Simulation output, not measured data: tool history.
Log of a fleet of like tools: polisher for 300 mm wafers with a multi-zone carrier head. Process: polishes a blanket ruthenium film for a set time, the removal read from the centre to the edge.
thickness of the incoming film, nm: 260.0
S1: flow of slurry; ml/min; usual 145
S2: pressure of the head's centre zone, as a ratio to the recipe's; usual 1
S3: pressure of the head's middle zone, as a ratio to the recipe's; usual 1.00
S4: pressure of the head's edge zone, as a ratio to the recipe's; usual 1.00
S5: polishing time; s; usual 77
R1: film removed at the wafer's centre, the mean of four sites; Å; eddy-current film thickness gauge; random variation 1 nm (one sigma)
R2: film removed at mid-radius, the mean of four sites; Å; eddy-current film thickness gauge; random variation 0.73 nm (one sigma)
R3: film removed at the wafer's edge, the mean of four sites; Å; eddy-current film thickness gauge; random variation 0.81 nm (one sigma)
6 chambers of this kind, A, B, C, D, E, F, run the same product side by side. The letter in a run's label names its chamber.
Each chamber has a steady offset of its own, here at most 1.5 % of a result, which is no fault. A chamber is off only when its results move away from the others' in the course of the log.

run	hour	S1	S2	S3	S4	S5	R1	R2	R3
1C	6.8	145	1	1.00	1.00	77	684.36	678.30	676.57
# hour 12.6: chamber A: worn pad replaced by a new one
# hour 13.4: chamber F: worn pad replaced by a new one
2E	15.9	145	1	1.00	1.00	77	685.16	673.56	683.78
# hour 20.7: chamber C: worn pad replaced by a new one
3F	20.9	145	1	1.00	1.00	77	677.52	682.81	690.57
# hour 25.9: chamber D: worn pad replaced by a new one
4D	27.3	145	1	1.00	1.00	77	683.96	672.63	669.39
5A	35.0	145	1	1.00	1.00	77	683.36	675.32	664.98
6B	41.7	145	1	1.00	1.00	77	686.86	679.47	670.97
# hour 44.8: chamber C: slurry nozzle cleaned
7D	46.2	145	1	1.00	1.00	77	670.03	675.34	677.79
# hour 53.9: chamber E: worn pad replaced by a new one
8C	55.8	145	1	1.00	1.00	77	678.53	673.94	660.08
9F	63.1	145	1	1.00	1.00	77	682.55	658.02	679.04
10B	70.7	145	1	1.00	1.00	77	673.67	660.90	679.14
11E	79.1	145	1	1.00	1.00	77	680.70	675.06	688.79
12A	87.6	145	1	1.00	1.00	77	663.78	676.18	671.31
# hour 90.7: chamber E: slurry nozzle cleaned
13D	91.8	145	1	1.00	1.00	77	674.99	684.21	657.90
14B	99.0	145	1	1.00	1.00	77	668.10	673.48	661.43
15A	107.7	145	1	1.00	1.00	77	674.09	681.19	667.27
# hour 108.6: chamber F: worn pad replaced by a new one
16F	116.0	145	1	1.00	1.00	77	663.90	679.03	661.08
17E	121.3	145	1	1.00	1.00	77	678.30	674.00	677.95
# hour 123.1: chamber C: worn pad replaced by a new one
18C	129.4	145	1	1.00	1.00	77	671.34	681.79	673.09
19E	136.9	145	1	1.00	1.00	77	662.55	677.96	658.88
20D	144.5	145	1	0.91	1.00	77	674.55	620.15	658.47
21B	148.8	145	1	0.91	1.00	77	660.54	608.32	651.40
22F	155.4	145	1	0.91	1.00	77	666.93	618.72	669.33
# hour 155.9: chamber E: worn pad replaced by a new one
23A	161.5	145	1	0.91	1.00	77	692.20	615.62	664.21
24C	169.6	145	1	0.91	1.00	77	656.57	627.40	680.81
25D	177.4	145	1	0.91	1.00	77	689.67	625.22	665.26
# hour 179.1: chamber A: worn pad replaced by a new one
26F	182.1	145	1	1.00	1.00	77	666.10	681.27	657.75
27B	188.8	145	1	1.00	1.00	77	636.31	648.96	635.90
28C	198.2	145	1	0.91	1.09	77	676.52	613.09	707.25
# hour 200.0: chamber D: worn pad replaced by a new one
29E	205.0	145	1	0.91	1.09	77	679.25	614.47	711.21
# hour 208.0: chamber F: worn pad replaced by a new one
30A	210.6	145	1	0.91	1.09	77	669.23	626.29	688.28
31B	218.8	145	1	0.91	1.09	77	652.64	601.31	665.90
32D	223.9	145	1	0.91	1.09	77	685.72	634.96	701.02
33F	232.1	145	1	0.91	1.09	77	681.89	620.55	694.58
34E	238.6	145	1	1.00	1.00	77	681.41	675.96	686.23
# hour 239.3: chamber C: worn pad replaced by a new one
35C	244.4	145	1	1.00	1.00	77	689.23	680.63	657.36
# hour 252.6: chamber B: edge zone pressure recalibrated
36A	252.7	145	1	1.00	1.00	77	680.40	688.31	672.70
37C	259.1	145	1	1.00	1.00	77	673.56	662.75	668.70
# hour 259.6: chamber E: worn pad replaced by a new one
38F	267.5	145	1	1.00	1.00	77	674.17	679.74	663.75
39D	277.2	145	1	1.00	1.00	77	666.09	672.16	670.81
40A	282.2	145	1	1.00	1.00	77	656.86	675.26	681.82
41B	289.5	145	1	1.00	1.00	77	624.21	627.08	622.09
42E	298.4	145	1	1.07	1.00	58	517.24	535.43	512.20

Is one chamber off against the others, does the gauge drift, or is nothing wrong? If a chamber is off, say which, and what the likeliest cause is.

Chamber B drifts away from the others.
Cause: removal rate lost through wear of the pad, % = 7.61.
The log may not tell that from: slurry flow missing at the pad, %.

Here are 4 candidates for chamber B's next run, each the usual settings with a change, their results left as question marks. Which one brings its results back in line with what the others give on the usual settings?
In line means no further than this from the other chambers' mean on the usual settings: R1 35.00 Å; R2 26.00 Å; R3 28.00 Å
43B-1	305.4	145	1	1.00	1.00	82	?	?	?
43B-2	305.4	150	1	1.00	1.01	87	?	?	?
43B-3	305.4	140	1	1.00	0.99	67	?	?	?
43B-4	305.4	145	1	1.00	1.00	72	?	?	?

The other chambers' mean on the usual settings: R1 676.08 Å; R2 674.86 Å; R3 670.95 Å
run	R1	R2	R3
43B-1	670.40	667.95	667.95
43B-2	716.55	713.33	715.82
43B-3	543.46	541.96	540.14
43B-4	588.64	586.49	586.49
43B-1 brings the chamber back in line.
